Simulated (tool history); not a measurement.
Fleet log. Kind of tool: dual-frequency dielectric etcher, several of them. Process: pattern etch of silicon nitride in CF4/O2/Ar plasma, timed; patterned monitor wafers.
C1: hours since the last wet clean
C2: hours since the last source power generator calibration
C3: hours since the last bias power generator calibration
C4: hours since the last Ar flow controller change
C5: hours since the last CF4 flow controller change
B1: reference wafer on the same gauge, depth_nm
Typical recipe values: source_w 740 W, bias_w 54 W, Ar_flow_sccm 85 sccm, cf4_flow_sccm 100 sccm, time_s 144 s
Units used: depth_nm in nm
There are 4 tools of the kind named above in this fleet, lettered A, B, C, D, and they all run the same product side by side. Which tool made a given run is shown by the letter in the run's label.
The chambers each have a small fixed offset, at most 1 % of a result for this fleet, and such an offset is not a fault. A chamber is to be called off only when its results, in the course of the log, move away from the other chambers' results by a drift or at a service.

run 1D hour=3.1 | source_w=740 bias_w=54 Ar_flow_sccm=85 cf4_flow_sccm=100 time_s=144 | C1=574.6 C2=3532.5 C3=2055.8 C4=3623.5 C5=1381.6 | B1=350.05 | depth_nm=400.63
-- hour=3.2 chamber B: wet clean of the chamber
run 2A hour=6.4 | source_w=740 bias_w=54 Ar_flow_sccm=85 cf4_flow_sccm=100 time_s=144 | C1=307.6 C2=1264.9 C3=2229.6 C4=2054.9 C5=4697.7 | B1=350.18 | depth_nm=403.7
-- hour=6.8 chamber C: wet clean of the chamber
run 3C hour=9.7 | source_w=740 bias_w=54 Ar_flow_sccm=85 cf4_flow_sccm=100 time_s=144 | C1=2.9 C2=1508.3 C3=991.7 C4=2290.5 C5=540.7 | B1=349.99 | depth_nm=402.29
run 4B hour=11.9 | source_w=740 bias_w=54 Ar_flow_sccm=85 cf4_flow_sccm=100 time_s=144 | C1=8.7 C2=2027.8 C3=53.4 C4=314.3 C5=637.1 | B1=350.07 | depth_nm=403.47
run 5D hour=16.3 | source_w=740 bias_w=54 Ar_flow_sccm=85 cf4_flow_sccm=100 time_s=144 | C1=587.8 C2=3545.7 C3=2069 C4=3636.7 C5=1394.8 | B1=350.2 | depth_nm=401.7
run 6C hour=19.1 | source_w=740 bias_w=54 Ar_flow_sccm=85 cf4_flow_sccm=100 time_s=144 | C1=12.3 C2=1517.7 C3=1001.1 C4=2299.9 C5=550.1 | B1=350.35 | depth_nm=403.82
run 7B hour=22.1 | source_w=740 bias_w=54 Ar_flow_sccm=85 cf4_flow_sccm=100 time_s=144 | C1=18.9 C2=2038 C3=63.6 C4=324.5 C5=647.3 | B1=350.32 | depth_nm=403.14
run 8A hour=26.1 | source_w=740 bias_w=54 Ar_flow_sccm=85 cf4_flow_sccm=100 time_s=144 | C1=327.3 C2=1284.6 C3=2249.3 C4=2074.6 C5=4717.4 | B1=350.52 | depth_nm=405.29
run 9C hour=29.2 | source_w=740 bias_w=54 Ar_flow_sccm=85 cf4_flow_sccm=100 time_s=144 | C1=22.4 C2=1527.8 C3=1011.2 C4=2310 C5=560.2 | B1=350.54 | depth_nm=402.11
run 10B hour=33.1 | source_w=740 bias_w=54 Ar_flow_sccm=85 cf4_flow_sccm=100 time_s=144 | C1=29.9 C2=2049 C3=74.6 C4=335.5 C5=658.3 | B1=350.58 | depth_nm=404.26
-- hour=37 chamber D: wet clean of the chamber
run 11D hour=37.4 | source_w=740 bias_w=47 Ar_flow_sccm=85 cf4_flow_sccm=100 time_s=175.5 | C1=0.4 C2=3566.8 C3=2090.1 C4=3657.8 C5=1415.9 | B1=350.64 | depth_nm=465.69
run 12A hour=41.6 | source_w=740 bias_w=47 Ar_flow_sccm=85 cf4_flow_sccm=100 time_s=175.5 | C1=342.8 C2=1300.1 C3=2264.8 C4=2090.1 C5=4732.9 | B1=350.84 | depth_nm=471.29
run 13C hour=45.3 | source_w=740 bias_w=47 Ar_flow_sccm=85 cf4_flow_sccm=100 time_s=175.5 | C1=38.5 C2=1543.9 C3=1027.3 C4=2326.1 C5=576.3 | B1=350.82 | depth_nm=466.35
run 14B hour=48 | source_w=740 bias_w=47 Ar_flow_sccm=85 cf4_flow_sccm=100 time_s=175.5 | C1=44.8 C2=2063.9 C3=89.5 C4=350.4 C5=673.2 | B1=350.98 | depth_nm=469.05
run 15D hour=50.9 | source_w=740 bias_w=54 Ar_flow_sccm=85 cf4_flow_sccm=100 time_s=144 | C1=13.9 C2=3580.3 C3=2103.6 C4=3671.3 C5=1429.4 | B1=350.85 | depth_nm=401.45
run 16A hour=53.6 | source_w=740 bias_w=46 Ar_flow_sccm=95 cf4_flow_sccm=100 time_s=144 | C1=354.8 C2=1312.1 C3=2276.8 C4=2102.1 C5=4744.9 | B1=350.99 | depth_nm=377.74
run 17B hour=56.3 | source_w=740 bias_w=46 Ar_flow_sccm=95 cf4_flow_sccm=100 time_s=144 | C1=53.1 C2=2072.2 C3=97.8 C4=358.7 C5=681.5 | B1=350.93 | depth_nm=376.68
run 18A hour=58.6 | source_w=740 bias_w=46 Ar_flow_sccm=95 cf4_flow_sccm=100 time_s=144 | C1=359.8 C2=1317.1 C3=2281.8 C4=2107.1 C5=4749.9 | B1=351.09 | depth_nm=377.55
run 19D hour=61.5 | source_w=740 bias_w=46 Ar_flow_sccm=95 cf4_flow_sccm=100 time_s=144 | C1=24.5 C2=3590.9 C3=2114.2 C4=3681.9 C5=1440 | B1=351.14 | depth_nm=375.84
run 20C hour=64.1 | source_w=740 bias_w=54 Ar_flow_sccm=85 cf4_flow_sccm=100 time_s=144 | C1=57.3 C2=1562.7 C3=1046.1 C4=2344.9 C5=595.1 | B1=351.25 | depth_nm=402.74
run 21D hour=67.2 | source_w=740 bias_w=54 Ar_flow_sccm=85 cf4_flow_sccm=100 time_s=144 | C1=30.2 C2=3596.6 C3=2119.9 C4=3687.6 C5=1445.7 | B1=351.06 | depth_nm=401.91
run 22C hour=70.7 | source_w=800 bias_w=54 Ar_flow_sccm=85 cf4_flow_sccm=85 time_s=144 | C1=63.9 C2=1569.3 C3=1052.7 C4=2351.5 C5=601.7 | B1=351.2 | depth_nm=423.79
run 23A hour=74.1 | source_w=800 bias_w=54 Ar_flow_sccm=85 cf4_flow_sccm=85 time_s=144 | C1=375.3 C2=1332.6 C3=2297.3 C4=2122.6 C5=4765.4 | B1=351.31 | depth_nm=427.18
run 24B hour=78.6 | source_w=800 bias_w=54 Ar_flow_sccm=85 cf4_flow_sccm=85 time_s=144 | C1=75.4 C2=2094.5 C3=120.1 C4=381 C5=703.8 | B1=351.38 | depth_nm=425.51
run 25D hour=82.2 | source_w=800 bias_w=54 Ar_flow_sccm=85 cf4_flow_sccm=85 time_s=144 | C1=45.2 C2=3611.6 C3=2134.9 C4=3702.6 C5=1460.7 | B1=351.5 | depth_nm=423.55
run 26A hour=84.5 | source_w=740 bias_w=59 Ar_flow_sccm=85 cf4_flow_sccm=100 time_s=107.5 | C1=385.7 C2=1343 C3=2307.7 C4=2133 C5=4775.8 | B1=351.47 | depth_nm=313.64
run 27C hour=88.1 | source_w=740 bias_w=59 Ar_flow_sccm=85 cf4_flow_sccm=100 time_s=107.5 | C1=81.3 C2=1586.7 C3=1070.1 C4=2368.9 C5=619.1 | B1=351.71 | depth_nm=312.13
run 28B hour=90.9 | source_w=740 bias_w=59 Ar_flow_sccm=85 cf4_flow_sccm=100 time_s=107.5 | C1=87.7 C2=2106.8 C3=132.4 C4=393.3 C5=716.1 | B1=351.69 | depth_nm=312.52
run 29D hour=94.2 | source_w=740 bias_w=59 Ar_flow_sccm=85 cf4_flow_sccm=100 time_s=107.5 | C1=57.2 C2=3623.6 C3=2146.9 C4=3714.6 C5=1472.7 | B1=351.76 | depth_nm=310.02
run 30C hour=98.4 | source_w=740 bias_w=54 Ar_flow_sccm=85 cf4_flow_sccm=100 time_s=144 | C1=91.6 C2=1597 C3=1080.4 C4=2379.2 C5=629.4 | B1=351.82 | depth_nm=405.25
run 31B hour=102.9 | source_w=740 bias_w=54 Ar_flow_sccm=85 cf4_flow_sccm=100 time_s=144 | C1=99.7 C2=2118.8 C3=144.4 C4=405.3 C5=728.1 | B1=351.91 | depth_nm=405.85
run 32A hour=106.2 | source_w=740 bias_w=54 Ar_flow_sccm=85 cf4_flow_sccm=100 time_s=144 | C1=407.4 C2=1364.7 C3=2329.4 C4=2154.7 C5=4797.5 | B1=352.03 | depth_nm=406.35
run 33B hour=110.3 | source_w=630 bias_w=54 Ar_flow_sccm=85 cf4_flow_sccm=111 time_s=144 | C1=107.1 C2=2126.2 C3=151.8 C4=412.7 C5=735.5 | B1=351.91 | depth_nm=355.58
run 34A hour=113.4 | source_w=630 bias_w=54 Ar_flow_sccm=85 cf4_flow_sccm=111 time_s=144 | C1=414.6 C2=1371.9 C3=2336.6 C4=2161.9 C5=4804.7 | B1=352 | depth_nm=358.18
run 35D hour=117.4 | source_w=630 bias_w=54 Ar_flow_sccm=85 cf4_flow_sccm=111 time_s=144 | C1=80.4 C2=3646.8 C3=2170.1 C4=3737.8 C5=1495.9 | B1=352.06 | depth_nm=353.1
run 36C hour=121.2 | source_w=630 bias_w=54 Ar_flow_sccm=85 cf4_flow_sccm=111 time_s=144 | C1=114.4 C2=1619.8 C3=1103.2 C4=2402 C5=652.2 | B1=352.2 | depth_nm=355.52
run 37B hour=123.6 | source_w=740 bias_w=54 Ar_flow_sccm=85 cf4_flow_sccm=100 time_s=144 | C1=120.4 C2=2139.5 C3=165.1 C4=426 C5=748.8 | B1=352.18 | depth_nm=405.19
run 38D hour=127.7 | source_w=740 bias_w=54 Ar_flow_sccm=85 cf4_flow_sccm=100 time_s=144 | C1=90.7 C2=3657.1 C3=2180.4 C4=3748.1 C5=1506.2 | B1=352.41 | depth_nm=403.92

Which is it: a chamber that has drifted or been left off by a service, a gauge drift common to all chambers, or only each chamber's usual small offset? If a chamber is off, name it and its likeliest cause.

The gauge drifts, so all chambers seem to drift together. No chamber is off.
Likeliest cause: gauge reads high (%) = 0.674.
